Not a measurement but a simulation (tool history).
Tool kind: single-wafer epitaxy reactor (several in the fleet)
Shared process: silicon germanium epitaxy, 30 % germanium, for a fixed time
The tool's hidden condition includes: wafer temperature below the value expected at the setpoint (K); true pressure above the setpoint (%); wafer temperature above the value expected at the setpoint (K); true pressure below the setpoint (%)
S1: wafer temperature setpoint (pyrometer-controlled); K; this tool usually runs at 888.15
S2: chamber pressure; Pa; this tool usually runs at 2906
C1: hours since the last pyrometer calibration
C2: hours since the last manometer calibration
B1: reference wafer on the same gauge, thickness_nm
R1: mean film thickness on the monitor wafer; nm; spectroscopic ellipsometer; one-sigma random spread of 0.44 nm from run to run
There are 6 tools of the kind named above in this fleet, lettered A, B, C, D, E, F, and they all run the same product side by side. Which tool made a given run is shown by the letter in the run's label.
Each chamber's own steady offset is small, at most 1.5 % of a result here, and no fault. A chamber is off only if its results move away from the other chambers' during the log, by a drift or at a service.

{"run": "1F", "day": 0.254, "S1": 888.15, "S2": 2906, "C1": 1740.7, "C2": 1537.4, "B1": 90.871, "R1": 79.353}
{"run": "2B", "day": 0.45, "S1": 888.15, "S2": 2906, "C1": 38.0, "C2": 619.5, "B1": 90.745, "R1": 79.759}
{"run": "3D", "day": 0.667, "S1": 888.15, "S2": 2906, "C1": 1966.3, "C2": 1257.7, "B1": 90.753, "R1": 81.257}
{"run": "4C", "day": 0.808, "S1": 888.15, "S2": 2906, "C1": 805.3, "C2": 770.6, "B1": 90.88, "R1": 80.16}
{"run": "5E", "day": 1.029, "S1": 888.15, "S2": 2906, "C1": 1563.8, "C2": 1943.3, "B1": 90.796, "R1": 81.036}
{"run": "6A", "day": 1.221, "S1": 888.15, "S2": 2906, "C1": 1293.5, "C2": 178.4, "B1": 90.768, "R1": 79.777}
{"run": "7E", "day": 1.35, "S1": 888.15, "S2": 2906, "C1": 1571.5, "C2": 1951.0, "B1": 90.888, "R1": 79.863}
{"run": "8F", "day": 1.567, "S1": 896.15, "S2": 3466, "C1": 1772.2, "C2": 1568.9, "B1": 90.829, "R1": 98.132}
{"run": "9A", "day": 1.767, "S1": 896.15, "S2": 3466, "C1": 1306.6, "C2": 191.5, "B1": 90.642, "R1": 98.518}
{"run": "10C", "day": 1.933, "S1": 896.15, "S2": 3466, "C1": 832.3, "C2": 797.6, "B1": 90.821, "R1": 99.688}
{"run": "11B", "day": 2.1, "S1": 896.15, "S2": 3466, "C1": 77.6, "C2": 659.1, "B1": 90.809, "R1": 98.574}
{"run": "12D", "day": 2.342, "S1": 896.15, "S2": 3466, "C1": 2006.5, "C2": 1297.9, "B1": 90.913, "R1": 99.734}
{"day": 2.412, "done": "chamber E: pyrometer calibrated"}
{"run": "13D", "day": 2.6, "S1": 896.15, "S2": 3466, "C1": 2012.7, "C2": 1304.1, "B1": 90.801, "R1": 99.319}
{"run": "14E", "day": 2.862, "S1": 888.15, "S2": 2906, "C1": 10.8, "C2": 1987.3, "B1": 90.874, "R1": 75.055}
{"run": "15C", "day": 2.992, "S1": 888.15, "S2": 2906, "C1": 857.7, "C2": 823.0, "B1": 90.798, "R1": 80.694}
{"run": "16A", "day": 3.117, "S1": 876.15, "S2": 2266, "C1": 1339.0, "C2": 223.9, "B1": 90.824, "R1": 58.108}
{"run": "17F", "day": 3.346, "S1": 876.15, "S2": 2266, "C1": 1814.9, "C2": 1611.6, "B1": 90.796, "R1": 58.747}
{"run": "18B", "day": 3.546, "S1": 876.15, "S2": 2266, "C1": 112.3, "C2": 693.8, "B1": 90.865, "R1": 58.24}
{"run": "19A", "day": 3.788, "S1": 876.15, "S2": 2266, "C1": 1355.1, "C2": 240.0, "B1": 90.895, "R1": 58.683}
{"run": "20E", "day": 3.904, "S1": 876.15, "S2": 2266, "C1": 35.8, "C2": 2012.3, "B1": 90.811, "R1": 55.229}
{"run": "21D", "day": 4.042, "S1": 876.15, "S2": 2266, "C1": 2047.3, "C2": 1338.7, "B1": 90.791, "R1": 59.236}
{"run": "22F", "day": 4.208, "S1": 895.15, "S2": 2906, "C1": 1835.6, "C2": 1632.3, "B1": 90.792, "R1": 89.588}
{"run": "23C", "day": 4.379, "S1": 895.15, "S2": 2906, "C1": 891.0, "C2": 856.3, "B1": 90.698, "R1": 91.768}
{"run": "24B", "day": 4.633, "S1": 895.15, "S2": 2906, "C1": 138.4, "C2": 719.9, "B1": 90.744, "R1": 89.223}
{"run": "25A", "day": 4.846, "S1": 895.15, "S2": 2906, "C1": 1380.5, "C2": 265.4, "B1": 90.882, "R1": 90.818}
{"run": "26E", "day": 5.096, "S1": 895.15, "S2": 2906, "C1": 64.4, "C2": 2040.9, "B1": 90.695, "R1": 85.036}
{"day": 5.325, "done": "chamber A: pyrometer calibrated"}
{"run": "27C", "day": 5.35, "S1": 895.15, "S2": 2906, "C1": 914.3, "C2": 879.6, "B1": 90.836, "R1": 92.012}
{"run": "28B", "day": 5.496, "S1": 888.15, "S2": 2906, "C1": 159.1, "C2": 740.6, "B1": 90.915, "R1": 79.781}
{"run": "29D", "day": 5.75, "S1": 888.15, "S2": 2906, "C1": 2088.3, "C2": 1379.7, "B1": 90.757, "R1": 80.869}
{"run": "30F", "day": 5.979, "S1": 888.15, "S2": 2906, "C1": 1878.1, "C2": 1674.8, "B1": 90.796, "R1": 79.285}
{"run": "31B", "day": 6.167, "S1": 874.15, "S2": 3506, "C1": 175.2, "C2": 756.7, "B1": 90.909, "R1": 67.402}
{"run": "32A", "day": 6.312, "S1": 874.15, "S2": 3506, "C1": 23.8, "C2": 300.6, "B1": 90.933, "R1": 67.663}
{"run": "33E", "day": 6.458, "S1": 874.15, "S2": 3506, "C1": 97.1, "C2": 2073.6, "B1": 90.83, "R1": 63.38}
{"run": "34F", "day": 6.725, "S1": 874.15, "S2": 3506, "C1": 1896.0, "C2": 1692.7, "B1": 90.64, "R1": 66.013}
{"run": "35C", "day": 6.929, "S1": 874.15, "S2": 3506, "C1": 952.2, "C2": 917.5, "B1": 90.862, "R1": 67.796}
{"run": "36D", "day": 7.179, "S1": 874.15, "S2": 3506, "C1": 2122.6, "C2": 1414.0, "B1": 90.83, "R1": 68.192}
{"run": "37D", "day": 7.421, "S1": 888.15, "S2": 2906, "C1": 2128.4, "C2": 1419.8, "B1": 90.742, "R1": 81.19}
{"run": "38A", "day": 7.6, "S1": 888.15, "S2": 2906, "C1": 54.7, "C2": 331.5, "B1": 90.767, "R1": 81.114}
{"run": "39F", "day": 7.779, "S1": 888.15, "S2": 2906, "C1": 1921.3, "C2": 1718.0, "B1": 90.671, "R1": 79.526}
{"run": "40E", "day": 7.95, "S1": 888.15, "S2": 2906, "C1": 132.9, "C2": 2109.4, "B1": 90.814, "R1": 75.648}

For the next run the whole fleet of 6 chambers uses the same settings. Give each chamber's results:
{"run": "41A", "day": 8.146, "S1": 874.15, "S2": 2906, "R1": "?"}
{"run": "41B", "day": 8.146, "S1": 874.15, "S2": 2906, "R1": "?"}
{"run": "41C", "day": 8.146, "S1": 874.15, "S2": 2906, "R1": "?"}
{"run": "41D", "day": 8.146, "S1": 874.15, "S2": 2906, "R1": "?"}
{"run": "41E", "day": 8.146, "S1": 874.15, "S2": 2906, "R1": "?"}
{"run": "41F", "day": 8.146, "S1": 874.15, "S2": 2906, "R1": "?"}

run=41A R1=62.629
run=41B R1=62.766
run=41C R1=62.614
run=41D R1=63.100
run=41E R1=58.819
run=41F R1=61.994
